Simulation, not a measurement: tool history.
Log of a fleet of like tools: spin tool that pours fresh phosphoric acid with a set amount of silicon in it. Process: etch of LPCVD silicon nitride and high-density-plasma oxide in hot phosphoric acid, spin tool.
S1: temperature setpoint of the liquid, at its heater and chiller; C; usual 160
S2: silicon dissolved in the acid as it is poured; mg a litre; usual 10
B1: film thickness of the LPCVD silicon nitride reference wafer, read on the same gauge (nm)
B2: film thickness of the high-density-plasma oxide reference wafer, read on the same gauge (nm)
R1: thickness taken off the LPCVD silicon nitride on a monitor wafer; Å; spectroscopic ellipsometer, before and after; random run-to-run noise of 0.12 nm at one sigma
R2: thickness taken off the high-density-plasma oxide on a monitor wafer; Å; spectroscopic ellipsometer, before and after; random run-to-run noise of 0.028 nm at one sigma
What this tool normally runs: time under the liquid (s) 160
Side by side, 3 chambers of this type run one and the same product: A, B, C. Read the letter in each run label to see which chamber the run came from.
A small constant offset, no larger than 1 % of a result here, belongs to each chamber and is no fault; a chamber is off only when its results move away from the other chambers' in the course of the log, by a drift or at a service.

{"run": "1C", "hour": 6.1, "S1": 160, "S2": 10, "time under the liquid (s)": 160, "B1": 50.069, "B2": 120, "R1": 138.79, "R2": 2.6112}
{"run": "2A", "hour": 17.0, "S1": 160, "S2": 10, "time under the liquid (s)": 160, "B1": 49.981, "B2": 120.02, "R1": 137.49, "R2": 2.9177}
{"run": "3B", "hour": 28.9, "S1": 160, "S2": 10, "time under the liquid (s)": 160, "B1": 49.999, "B2": 120.01, "R1": 137.32, "R2": 2.923}
{"run": "4A", "hour": 41.1, "S1": 160, "S2": 10, "time under the liquid (s)": 160, "B1": 50.007, "B2": 120.03, "R1": 137.66, "R2": 3.0119}
{"run": "5C", "hour": 54.1, "S1": 160, "S2": 10, "time under the liquid (s)": 160, "B1": 49.969, "B2": 119.99, "R1": 137.74, "R2": 3.1405}
{"run": "6B", "hour": 63.8, "S1": 160, "S2": 10, "time under the liquid (s)": 160, "B1": 49.999, "B2": 119.99, "R1": 138.44, "R2": 2.9664}
{"run": "7C", "hour": 73.0, "S1": 157.5, "S2": 10, "time under the liquid (s)": 160, "B1": 50.036, "B2": 120.01, "R1": 127.41, "R2": 2.3425}
{"run": "8A", "hour": 85.0, "S1": 157.5, "S2": 10, "time under the liquid (s)": 160, "B1": 50.015, "B2": 119.99, "R1": 125.56, "R2": 1.9633}
{"run": "9B", "hour": 98.3, "S1": 157.5, "S2": 10, "time under the liquid (s)": 160, "B1": 49.948, "B2": 120.02, "R1": 124.69, "R2": 2.4356}
{"run": "10C", "hour": 110.8, "S1": 160, "S2": 10, "time under the liquid (s)": 160, "B1": 50.011, "B2": 120.01, "R1": 134.67, "R2": 2.8699}
{"run": "11A", "hour": 120.3, "S1": 160, "S2": 10, "time under the liquid (s)": 160, "B1": 49.99, "B2": 119.98, "R1": 136.79, "R2": 2.8345}
{"hour": 128.5, "done": "chamber A: thermometer replaced"}
{"run": "12B", "hour": 132.6, "S1": 160, "S2": 10, "time under the liquid (s)": 160, "B1": 49.995, "B2": 119.99, "R1": 137.51, "R2": 2.687}
{"run": "13A", "hour": 144.2, "S1": 160, "S2": 10, "time under the liquid (s)": 130, "B1": 49.975, "B2": 119.99, "R1": 111.03, "R2": 2.4049}
{"run": "14C", "hour": 152.3, "S1": 160, "S2": 10, "time under the liquid (s)": 130, "B1": 49.966, "B2": 120.03, "R1": 106.6, "R2": 2.0599}
{"run": "15B", "hour": 162.2, "S1": 160, "S2": 10, "time under the liquid (s)": 130, "B1": 50, "B2": 120, "R1": 111.86, "R2": 2.2752}
{"run": "16A", "hour": 173.3, "S1": 160, "S2": 10, "time under the liquid (s)": 160, "B1": 50.064, "B2": 119.99, "R1": 136.3, "R2": 3.493}
{"run": "17B", "hour": 182.6, "S1": 160, "S2": 10, "time under the liquid (s)": 160, "B1": 50.015, "B2": 120, "R1": 136.76, "R2": 2.4241}
{"run": "18C", "hour": 195.3, "S1": 160, "S2": 10, "time under the liquid (s)": 160, "B1": 49.999, "B2": 119.99, "R1": 130.91, "R2": 2.7002}
{"run": "19C", "hour": 206.4, "S1": 160, "S2": 10, "time under the liquid (s)": 160, "B1": 50.013, "B2": 119.98, "R1": 131.52, "R2": 2.8848}
{"run": "20B", "hour": 214.9, "S1": 160, "S2": 10, "time under the liquid (s)": 90, "B1": 50.021, "B2": 120.02, "R1": 76.182, "R2": 1.6035}
{"run": "21A", "hour": 222.8, "S1": 160, "S2": 10, "time under the liquid (s)": 90, "B1": 49.999, "B2": 119.99, "R1": 77.289, "R2": 1.8255}
{"run": "22A", "hour": 229.2, "S1": 160, "S2": 10, "time under the liquid (s)": 90, "B1": 50, "B2": 120, "R1": 78.51, "R2": 1.5584}
{"hour": 241.8, "done": "chamber C: thermometer replaced"}
{"run": "23C", "hour": 241.9, "S1": 160, "S2": 10, "time under the liquid (s)": 160, "B1": 50.029, "B2": 119.98, "R1": 129.59, "R2": 2.2027}
{"run": "24B", "hour": 252.6, "S1": 160, "S2": 15, "time under the liquid (s)": 240, "B1": 49.942, "B2": 120.02, "R1": 208.13, "R2": 3.6351}
{"run": "25C", "hour": 260.5, "S1": 160, "S2": 15, "time under the liquid (s)": 240, "B1": 50.012, "B2": 120, "R1": 192.51, "R2": 3.6666}
{"run": "26A", "hour": 267.5, "S1": 160, "S2": 15, "time under the liquid (s)": 240, "B1": 50.023, "B2": 119.99, "R1": 203.24, "R2": 4.0344}

Read the log: is a single chamber off, either drifting away or since a service, is the gauge that measures every chamber drifting, or is nothing wrong beyond small per-chamber offsets? Name any odd chamber and what most likely caused it.

Chamber C drifts away from the others.
What lies behind it: temperature lost on the way to the wafer (K) = 2.58.

Chamber C could run next with any of the 4 candidate recipes listed below; each alters the usual settings, and their results appear as question marks. Which one brings its results back in line with what the other chambers deliver on the usual settings?
To be in line, a result may differ from the other chambers' mean on the usual settings by at most: R1 4.2 Å; R2 0.98 Å
{"run": "27C-1", "hour": 277.2, "S1": 159.5, "S2": 11, "time under the liquid (s)": 160, "R1": "?", "R2": "?"}
{"run": "27C-2", "hour": 277.2, "S1": 161, "S2": 6.5, "time under the liquid (s)": 165, "R1": "?", "R2": "?"}
{"run": "27C-3", "hour": 277.2, "S1": 159, "S2": 13.5, "time under the liquid (s)": 155, "R1": "?", "R2": "?"}
{"run": "27C-4", "hour": 277.2, "S1": 160.5, "S2": 9, "time under the liquid (s)": 160, "R1": "?", "R2": "?"}

The mean the other chambers reach with the usual settings: R1 136.86 Å; R2 2.8945 Å
run=27C-1 R1=125.48 R2=2.2928
run=27C-2 R1=136.07 R2=2.9118
run=27C-3 R1=119.54 R2=2.0191
run=27C-4 R1=129.77 R2=2.5818
27C-2 brings the chamber back in line.
